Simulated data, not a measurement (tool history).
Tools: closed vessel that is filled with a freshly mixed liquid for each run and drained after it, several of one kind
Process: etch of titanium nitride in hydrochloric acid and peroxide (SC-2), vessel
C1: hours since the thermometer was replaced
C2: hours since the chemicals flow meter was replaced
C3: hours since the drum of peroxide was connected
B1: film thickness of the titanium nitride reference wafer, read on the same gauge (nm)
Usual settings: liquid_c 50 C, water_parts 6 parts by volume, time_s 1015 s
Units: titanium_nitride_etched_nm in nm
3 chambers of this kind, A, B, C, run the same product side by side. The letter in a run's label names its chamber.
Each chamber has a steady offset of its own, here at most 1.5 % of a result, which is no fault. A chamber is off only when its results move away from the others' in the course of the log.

run 1A day=0.371 | liquid_c=50 water_parts=6 time_s=1015 | C1=2310.1 C2=326.9 C3=542.9 | B1=129.98 | titanium_nitride_etched_nm=41.104
run 2C day=0.646 | liquid_c=50 water_parts=6 time_s=1015 | C1=1556.4 C2=132.2 C3=607.2 | B1=129.98 | titanium_nitride_etched_nm=40.801
run 3B day=1.171 | liquid_c=50 water_parts=6 time_s=1015 | C1=449.5 C2=1960.3 C3=365.2 | B1=129.97 | titanium_nitride_etched_nm=40.27
-- day=1.292 chamber A: thermometer replaced
run 4B day=1.646 | liquid_c=50 water_parts=6 time_s=1015 | C1=460.9 C2=1971.7 C3=376.6 | B1=130.01 | titanium_nitride_etched_nm=39.698
run 5A day=1.9 | liquid_c=50 water_parts=6 time_s=1015 | C1=14.6 C2=363.6 C3=579.6 | B1=129.99 | titanium_nitride_etched_nm=41.802
run 6C day=2.15 | liquid_c=50 water_parts=6 time_s=1015 | C1=1592.5 C2=168.3 C3=643.3 | B1=129.98 | titanium_nitride_etched_nm=41.702
run 7C day=2.675 | liquid_c=50 water_parts=6 time_s=1015 | C1=1605.1 C2=180.9 C3=655.9 | B1=130 | titanium_nitride_etched_nm=40.663
run 8B day=3.217 | liquid_c=50 water_parts=6 time_s=1015 | C1=498.6 C2=2009.4 C3=414.3 | B1=130.01 | titanium_nitride_etched_nm=39.992
run 9A day=3.608 | liquid_c=50 water_parts=6 time_s=1015 | C1=55.6 C2=404.6 C3=620.6 | B1=130 | titanium_nitride_etched_nm=40.562
run 10A day=4.054 | liquid_c=50 water_parts=7 time_s=1015 | C1=66.3 C2=415.3 C3=631.3 | B1=130.01 | titanium_nitride_etched_nm=36.283
run 11C day=4.325 | liquid_c=50 water_parts=7 time_s=1015 | C1=1644.7 C2=220.5 C3=695.5 | B1=130 | titanium_nitride_etched_nm=36.288
run 12B day=4.862 | liquid_c=50 water_parts=7 time_s=1015 | C1=538.1 C2=2048.9 C3=453.8 | B1=130 | titanium_nitride_etched_nm=35.782
run 13B day=5.154 | liquid_c=50 water_parts=6 time_s=1015 | C1=545.1 C2=2055.9 C3=460.8 | B1=129.98 | titanium_nitride_etched_nm=40.133
run 14C day=5.479 | liquid_c=50 water_parts=6 time_s=1015 | C1=1672.4 C2=248.2 C3=723.2 | B1=130 | titanium_nitride_etched_nm=40.352
run 15A day=5.792 | liquid_c=50 water_parts=6 time_s=1015 | C1=108 C2=457 C3=673 | B1=130.01 | titanium_nitride_etched_nm=40.324
run 16A day=6.242 | liquid_c=50 water_parts=6 time_s=1015 | C1=118.8 C2=467.8 C3=683.8 | B1=130 | titanium_nitride_etched_nm=40.52
run 17C day=6.712 | liquid_c=50 water_parts=6 time_s=1015 | C1=1702 C2=277.8 C3=752.8 | B1=130.01 | titanium_nitride_etched_nm=41
run 18B day=7.042 | liquid_c=50 water_parts=6 time_s=1435 | C1=590.4 C2=2101.2 C3=506.1 | B1=129.99 | titanium_nitride_etched_nm=56.361
run 19A day=7.3 | liquid_c=50 water_parts=6 time_s=1435 | C1=144.2 C2=493.2 C3=709.2 | B1=130.01 | titanium_nitride_etched_nm=57.406
run 20C day=7.575 | liquid_c=50 water_parts=6 time_s=1435 | C1=1722.7 C2=298.5 C3=773.5 | B1=130.03 | titanium_nitride_etched_nm=58.563
run 21B day=7.967 | liquid_c=50 water_parts=8 time_s=785 | C1=612.6 C2=2123.4 C3=528.3 | B1=129.98 | titanium_nitride_etched_nm=24.538
run 22B day=8.438 | liquid_c=50 water_parts=8 time_s=785 | C1=623.9 C2=2134.7 C3=539.6 | B1=130.01 | titanium_nitride_etched_nm=25.262
run 23C day=8.967 | liquid_c=50 water_parts=8 time_s=785 | C1=1756.1 C2=331.9 C3=806.9 | B1=130 | titanium_nitride_etched_nm=24.884
-- day=9.308 chamber B: chemicals flow meter replaced
run 24A day=9.442 | liquid_c=50 water_parts=6 time_s=630 | C1=195.6 C2=544.6 C3=760.6 | B1=130.01 | titanium_nitride_etched_nm=25.383
run 25A day=9.917 | liquid_c=50 water_parts=6 time_s=630 | C1=207 C2=556 C3=772 | B1=130 | titanium_nitride_etched_nm=25.489
run 26C day=10.229 | liquid_c=50 water_parts=6 time_s=630 | C1=1786.4 C2=362.2 C3=837.2 | B1=130 | titanium_nitride_etched_nm=25.062
run 27B day=10.612 | liquid_c=50 water_parts=6 time_s=1015 | C1=676.1 C2=31.4 C3=591.8 | B1=129.99 | titanium_nitride_etched_nm=39.714
run 28C day=10.917 | liquid_c=50 water_parts=6 time_s=1015 | C1=1802.9 C2=378.7 C3=853.7 | B1=130.01 | titanium_nitride_etched_nm=40.137
run 29A day=11.392 | liquid_c=42.5 water_parts=4.5 time_s=1015 | C1=242.4 C2=591.4 C3=807.4 | B1=130 | titanium_nitride_etched_nm=29.892
run 30B day=11.688 | liquid_c=42.5 water_parts=4.5 time_s=1015 | C1=701.9 C2=57.2 C3=617.6 | B1=130.01 | titanium_nitride_etched_nm=28.674
run 31B day=12.046 | liquid_c=42.5 water_parts=4.5 time_s=1015 | C1=710.5 C2=65.8 C3=626.2 | B1=129.99 | titanium_nitride_etched_nm=29.368
run 32C day=12.304 | liquid_c=50 water_parts=6 time_s=1015 | C1=1836.2 C2=412 C3=887 | B1=130.02 | titanium_nitride_etched_nm=40.933
run 33A day=12.596 | liquid_c=50 water_parts=6 time_s=1015 | C1=271.3 C2=620.3 C3=836.3 | B1=130 | titanium_nitride_etched_nm=41.234
run 34B day=12.95 | liquid_c=50 water_parts=6 time_s=1015 | C1=732.2 C2=87.5 C3=647.9 | B1=130 | titanium_nitride_etched_nm=40.403
run 35C day=13.396 | liquid_c=50 water_parts=6 time_s=1015 | C1=1862.4 C2=438.2 C3=913.2 | B1=129.98 | titanium_nitride_etched_nm=40.314
run 36A day=13.867 | liquid_c=50 water_parts=6 time_s=1015 | C1=301.8 C2=650.8 C3=866.8 | B1=130.01 | titanium_nitride_etched_nm=40.549
run 37C day=14.138 | liquid_c=50 water_parts=6 time_s=1015 | C1=1880.2 C2=456 C3=931 | B1=129.99 | titanium_nitride_etched_nm=40.877
run 38A day=14.446 | liquid_c=50 water_parts=6 time_s=1015 | C1=315.7 C2=664.7 C3=880.7 | B1=129.99 | titanium_nitride_etched_nm=40.61
run 39B day=14.842 | liquid_c=50 water_parts=6 time_s=1015 | C1=777.6 C2=132.9 C3=693.3 | B1=130.02 | titanium_nitride_etched_nm=39.838

Next, every chamber runs the same settings. What will each give?
run 40A day=15.233 | liquid_c=50 water_parts=6 time_s=1015 | titanium_nitride_etched_nm=?
run 40B day=15.233 | liquid_c=50 water_parts=6 time_s=1015 | titanium_nitride_etched_nm=?
run 40C day=15.233 | liquid_c=50 water_parts=6 time_s=1015 | titanium_nitride_etched_nm=?

run=40A titanium_nitride_etched_nm=39.608
run=40B titanium_nitride_etched_nm=40.28
run=40C titanium_nitride_etched_nm=40.299
